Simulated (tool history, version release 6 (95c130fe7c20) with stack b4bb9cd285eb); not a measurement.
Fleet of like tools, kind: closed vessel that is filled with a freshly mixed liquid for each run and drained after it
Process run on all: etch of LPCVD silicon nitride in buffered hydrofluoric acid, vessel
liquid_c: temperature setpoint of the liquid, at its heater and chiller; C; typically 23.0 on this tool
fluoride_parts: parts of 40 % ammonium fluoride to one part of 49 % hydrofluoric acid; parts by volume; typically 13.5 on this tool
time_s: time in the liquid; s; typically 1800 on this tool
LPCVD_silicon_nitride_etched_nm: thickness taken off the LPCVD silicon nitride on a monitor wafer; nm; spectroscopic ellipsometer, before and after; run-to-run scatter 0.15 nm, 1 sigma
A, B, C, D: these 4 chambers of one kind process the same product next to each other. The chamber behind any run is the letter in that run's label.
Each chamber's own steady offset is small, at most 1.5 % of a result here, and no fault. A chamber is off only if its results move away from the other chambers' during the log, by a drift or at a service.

| run | hour | liquid_c | fluoride_parts | time_s | read-back film thickness of the LPCVD silicon nitride reference wafer, read on the same gauge (nm) | LPCVD_silicon_nitride_etched_nm |
|---|---|---|---|---|---|---|
|  | 5.2 | chamber A: thermometer replaced |
| 1A | 5.2 | 23.0 | 13.5 | 1800 | 140.05 | 17.3760 |
| 2C | 10.9 | 23.0 | 13.5 | 1800 | 140.01 | 16.9660 |
| 3D | 19.2 | 23.0 | 13.5 | 1800 | 140.01 | 17.0310 |
| 4B | 27.5 | 23.0 | 13.5 | 1800 | 139.98 | 17.2280 |
| 5D | 35.3 | 23.0 | 13.5 | 1800 | 140.02 | 17.0460 |
|  | 42.0 | chamber C: hydrofluoric acid flow meter replaced |
| 6B | 45.6 | 23.0 | 13.5 | 1800 | 140.02 | 16.9990 |
| 7A | 51.8 | 23.0 | 13.5 | 1800 | 139.99 | 17.3130 |
| 8C | 62.3 | 23.0 | 13.5 | 1800 | 139.98 | 17.1080 |
| 9D | 68.1 | 27.0 | 10.0 | 1800 | 140.01 | 28.6890 |
| 10B | 73.4 | 27.0 | 10.0 | 1800 | 140.04 | 28.6980 |
| 11C | 82.7 | 27.0 | 10.0 | 1800 | 139.99 | 28.7270 |
| 12A | 89.8 | 27.0 | 10.0 | 1800 | 139.98 | 28.6100 |
| 13D | 95.9 | 23.0 | 13.5 | 1800 | 139.98 | 16.9620 |
| 14C | 104.4 | 23.0 | 13.5 | 1800 | 139.98 | 16.7970 |
| 15A | 113.9 | 23.0 | 13.5 | 1800 | 140.00 | 17.1840 |
| 16B | 122.6 | 26.5 | 13.5 | 1170 | 139.98 | 13.5000 |
| 17C | 129.1 | 26.5 | 13.5 | 1170 | 140.01 | 13.3450 |
| 18A | 138.3 | 26.5 | 13.5 | 1170 | 140.02 | 13.5250 |
| 19B | 144.7 | 26.5 | 13.5 | 1170 | 140.00 | 13.6070 |
| 20D | 156.0 | 23.0 | 13.5 | 1800 | 140.04 | 17.6970 |
| 21D | 165.3 | 23.0 | 13.5 | 1800 | 139.98 | 17.9960 |
|  | 170.7 | chamber C: thermometer replaced |
| 22B | 174.8 | 19.0 | 13.5 | 810 | 140.02 | 6.2016 |
| 23A | 186.0 | 19.0 | 13.5 | 810 | 140.03 | 6.2445 |
| 24C | 195.5 | 19.0 | 13.5 | 810 | 139.98 | 6.0933 |
| 25C | 204.6 | 19.0 | 13.5 | 810 | 139.97 | 6.0586 |
| 26D | 213.0 | 20.5 | 18.0 | 1800 | 140.05 | 12.1180 |
| 27A | 220.4 | 20.5 | 18.0 | 1800 | 139.96 | 11.2970 |
| 28B | 231.6 | 20.5 | 18.0 | 1800 | 140.05 | 11.2070 |

What goes on in this fleet: one chamber off, a drifting gauge, or nothing beyond the chambers' own small offsets? Name the chamber and the cause, if any.

One chamber, D, drifts off from the rest bit by bit.
Likeliest cause: hydrofluoric acid flow above the setpoint (%) = 9.63.
From this log alone, it may not be told apart from: liquid hotter than its thermometer reads (K).

Chamber D could run next with any of the 4 candidate recipes listed below; each alters the usual settings, and their results appear as question marks. Which one brings its results back in line with what the other chambers deliver on the usual settings?
In line here means within this much of the mean the other chambers give on the usual settings: LPCVD_silicon_nitride_etched_nm 0.5200 nm
| 29D-1 | 240.0 | 23.0 | 14.0 | 1800 |  | ? |
| 29D-2 | 240.0 | 23.0 | 14.0 | 1700 |  | ? |
| 29D-3 | 240.0 | 23.0 | 13.0 | 1800 |  | ? |
| 29D-4 | 240.0 | 23.5 | 13.5 | 1935 |  | ? |

On the usual settings, the other chambers give on average: LPCVD_silicon_nitride_etched_nm 17.0630 nm
| run | LPCVD_silicon_nitride_etched_nm |
|---|---|
| 29D-1 | 17.9970 |
| 29D-2 | 16.9970 |
| 29D-3 | 19.3330 |
| 29D-4 | 20.6080 |
29D-2 brings the chamber back in line.
